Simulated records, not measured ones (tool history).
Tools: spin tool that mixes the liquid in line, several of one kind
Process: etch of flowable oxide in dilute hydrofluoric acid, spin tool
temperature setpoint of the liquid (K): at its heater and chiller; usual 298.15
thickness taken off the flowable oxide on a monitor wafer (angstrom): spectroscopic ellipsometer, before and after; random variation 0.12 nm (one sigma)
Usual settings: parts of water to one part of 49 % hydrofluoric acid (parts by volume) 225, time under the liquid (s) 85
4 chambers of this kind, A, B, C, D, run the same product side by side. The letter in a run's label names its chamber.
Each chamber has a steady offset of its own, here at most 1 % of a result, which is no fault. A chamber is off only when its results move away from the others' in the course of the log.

run,hour,temperature setpoint of the liquid (K),parts of water to one part of 49 % hydrofluoric acid (parts by volume),time under the liquid (s),hours since the thermometer was replaced,hours since the hydrofluoric acid flow meter was replaced,"read-back film thickness of the flowable oxide reference wafer, read on the same gauge (nm)",thickness taken off the flowable oxide on a monitor wafer (angstrom)
1C,6.5,298.15,225,85,293.9,232.5,110.02,132.87
2D,10.3,298.15,225,85,1298.6,186.3,110.02,132.48
3A,17.2,298.15,225,85,130.3,931.9,109.98,131.05
4B,24.3,298.15,225,85,1274.3,244.2,110.02,133.57
5A,27.9,298.15,225,85,141,942.6,109.99,132.91
6B,33.3,298.15,225,85,1283.3,253.2,109.97,133.49
7D,40.2,298.15,225,85,1328.5,216.2,110.01,131.96
8C,47,302.15,265,85,334.4,273,110.02,122.94
9C,51.2,302.15,265,85,338.6,277.2,110.01,124.41
10A,58,302.15,265,85,171.1,972.7,109.97,123.43
11D,65.2,302.15,265,85,1353.5,241.2,110.01,123.24
12B,71.5,298.15,225,85,1321.5,291.4,110,134.44
13C,76.4,298.15,225,85,363.8,302.4,110.02,135.86
14D,82.6,294.15,270,85,1370.9,258.6,109.97,91.69
15B,87.3,294.15,270,85,1337.3,307.2,109.96,92.512
16A,94,294.15,270,85,207.1,1008.7,110,90.25
17B,100.6,294.15,270,85,1350.6,320.5,110,92.445
18D,106.6,298.15,310,110,1394.9,282.6,110.01,111.91
19A,113.3,298.15,310,110,226.4,1028,110.03,112.49
20C,117,298.15,310,110,404.4,343,109.97,119.32
21C,121.9,298.15,310,110,409.3,347.9,110.02,120.94
22A,128,298.15,225,85,241.1,1042.7,110.01,133.01
23D,133.6,298.15,225,85,1421.9,309.6,110.01,131.85
24B,139.7,298.15,225,85,1389.7,359.6,110.03,133.98
25C,143.6,298.15,225,35,431,369.6,110,57.431
26D,148.7,298.15,225,35,1437,324.7,110,54.218
27B,152.9,298.15,225,35,1402.9,372.8,109.99,55.142
28A,156.5,298.15,225,35,269.6,1071.2,110,55.215

What goes on in this fleet: one chamber off, a drifting gauge, or nothing beyond the chambers' own small offsets? Name the chamber and the cause, if any.

Chamber C drifts away from the others.
Cause: hydrofluoric acid flow above the setpoint (%) = 4.84.
The log may not tell that from: liquid hotter than its thermometer reads (K).

Here are 4 candidates for chamber C's next run, each the usual settings with a change, their results left as question marks. Which one brings its results back in line with what the others give on the usual settings?
In line means no further than this from the other chambers' mean on the usual settings: thickness taken off the flowable oxide on a monitor wafer (angstrom) 4.3
29C-1,162.2,298.15,225,90,,,,?
29C-2,162.2,294.65,225,85,,,,?
29C-3,162.2,298.15,215,90,,,,?
29C-4,162.2,298.15,235,85,,,,?

The other chambers' mean on the usual settings: thickness taken off the flowable oxide on a monitor wafer (angstrom) 132.75
run,thickness taken off the flowable oxide on a monitor wafer (angstrom)
29C-1,150.74
29C-2,125.3
29C-3,159.36
29C-4,134.94
29C-4 brings the chamber back in line.
